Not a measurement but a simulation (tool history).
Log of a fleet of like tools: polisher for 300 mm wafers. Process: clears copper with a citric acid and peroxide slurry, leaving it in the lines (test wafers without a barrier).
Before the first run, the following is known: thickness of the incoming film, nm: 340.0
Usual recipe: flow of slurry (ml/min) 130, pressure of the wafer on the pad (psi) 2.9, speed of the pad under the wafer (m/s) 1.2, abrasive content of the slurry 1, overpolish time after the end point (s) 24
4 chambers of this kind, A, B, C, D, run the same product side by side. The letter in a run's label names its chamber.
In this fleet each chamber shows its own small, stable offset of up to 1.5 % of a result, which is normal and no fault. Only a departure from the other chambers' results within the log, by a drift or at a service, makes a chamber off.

run	hour	flow of slurry (ml/min)	pressure of the wafer on the pad (psi)	speed of the pad under the wafer (m/s)	abrasive content of the slurry	overpolish time after the end point (s)	time until the end point was called (s)	dishing of a wide line in a test structure (nm)
1C	3.6	130	2.9	1.2	1	24	157.28	32.971
2D	8.3	130	2.9	1.2	1	24	159.89	32.117
3A	10.7	130	2.9	1.2	1	24	159.99	32.313
4B	12.9	130	2.9	1.2	1	24	159.58	32.782
5D	17.6	170	2.9	1.2	1	12	153.46	18.541
# hour 18.9: chamber C: worn pad replaced by a new one
6C	21.7	170	2.9	1.2	1	12	151.34	19.070
7B	25.2	170	2.9	1.2	1	12	152.80	18.903
8A	29.1	170	2.9	1.2	1	12	152.25	18.887
9A	31.2	130	2.9	1.2	1	24	159.23	32.641
10C	33.7	130	2.9	1.2	1	24	155.58	32.092
11B	36.6	100	2.9	1.2	1	24	171.33	31.101
12D	39.1	100	2.9	1.2	1	24	167.28	31.636
13C	41.3	100	2.9	1.2	1	24	165.79	30.991
14A	45.4	100	2.9	1.2	1	24	169.05	31.515
# hour 48.2: chamber B: worn pad replaced by a new one
15D	48.5	110	2.0	1.2	1	24	239.64	23.541
16B	51.6	110	2.0	1.2	1	24	238.67	22.840
17B	54.0	110	2.0	1.2	1	24	239.79	23.028
18D	57.8	110	2.0	1.2	1	24	239.08	23.304
19A	60.6	130	2.9	1.2	1	24	158.41	33.051
20C	62.7	130	2.9	1.2	1	24	154.71	32.578
21B	65.0	130	2.9	1.2	1	24	157.02	33.382
22D	69.7	130	2.9	1.2	1	24	163.58	31.345
# hour 72.1: chamber B: slurry nozzle cleaned
23A	72.8	130	2.9	1.2	1	24	157.95	32.460
24C	76.7	130	2.9	1.2	1	24	155.88	32.954
25B	79.6	130	2.9	1.2	1	24	160.68	33.187
26D	82.5	130	2.9	1.2	1	24	168.31	31.608
27A	86.1	130	2.9	1.2	1	24	159.15	32.968
28C	90.7	130	2.9	1.2	1	24	157.84	32.850
29C	93.9	130	2.9	1.2	1	24	157.55	32.121
30B	98.0	130	2.9	1.2	1	24	161.96	32.730
31A	101.4	130	2.9	1.2	1	24	160.61	32.572
32D	104.0	130	2.9	1.2	1	24	169.77	30.581
# hour 104.4: chamber A: worn pad replaced by a new one
33B	107.4	130	2.9	1.2	1	24	161.43	33.039
34A	111.7	130	2.9	1.2	1	24	157.70	33.357

What goes on in this fleet: one chamber off, a drifting gauge, or nothing beyond the chambers' own small offsets? Name the chamber and the cause, if any.

Little by little, chamber D moves away from the other chambers.
Most likely cause: removal rate lost through wear of the pad, % = 7.97.
The log may not tell that from: slurry flow missing at the pad, %; head's pressure below its setpoint, %; abrasive missing from the slurry, %.

Here are 4 candidates for chamber D's next run, each the usual settings with a change, their results left as question marks. Which one brings its results back in line with what the others give on the usual settings?
Maximum distance from the other chambers' mean on the usual settings for a result to count as in line: time until the end point was called (s) 4.60; dishing of a wide line in a test structure (nm) 1.500
35D-1	115.1	130	2.8	1.14	1	24	?	?
35D-2	115.1	130	3.0	1.26	1	24	?	?
35D-3	115.1	130	2.9	1.22	1	24	?	?
35D-4	115.1	130	2.9	1.18	1	24	?	?

The other chambers' mean on the usual settings: time until the end point was called (s) 158.69; dishing of a wide line in a test structure (nm) 32.528
run	time until the end point was called (s)	dishing of a wide line in a test structure (nm)
35D-1	188.88	28.630
35D-2	159.87	32.745
35D-3	170.63	31.077
35D-4	176.38	30.279
The right change is 35D-2: it brings the chamber back within the allowed miss of the others.
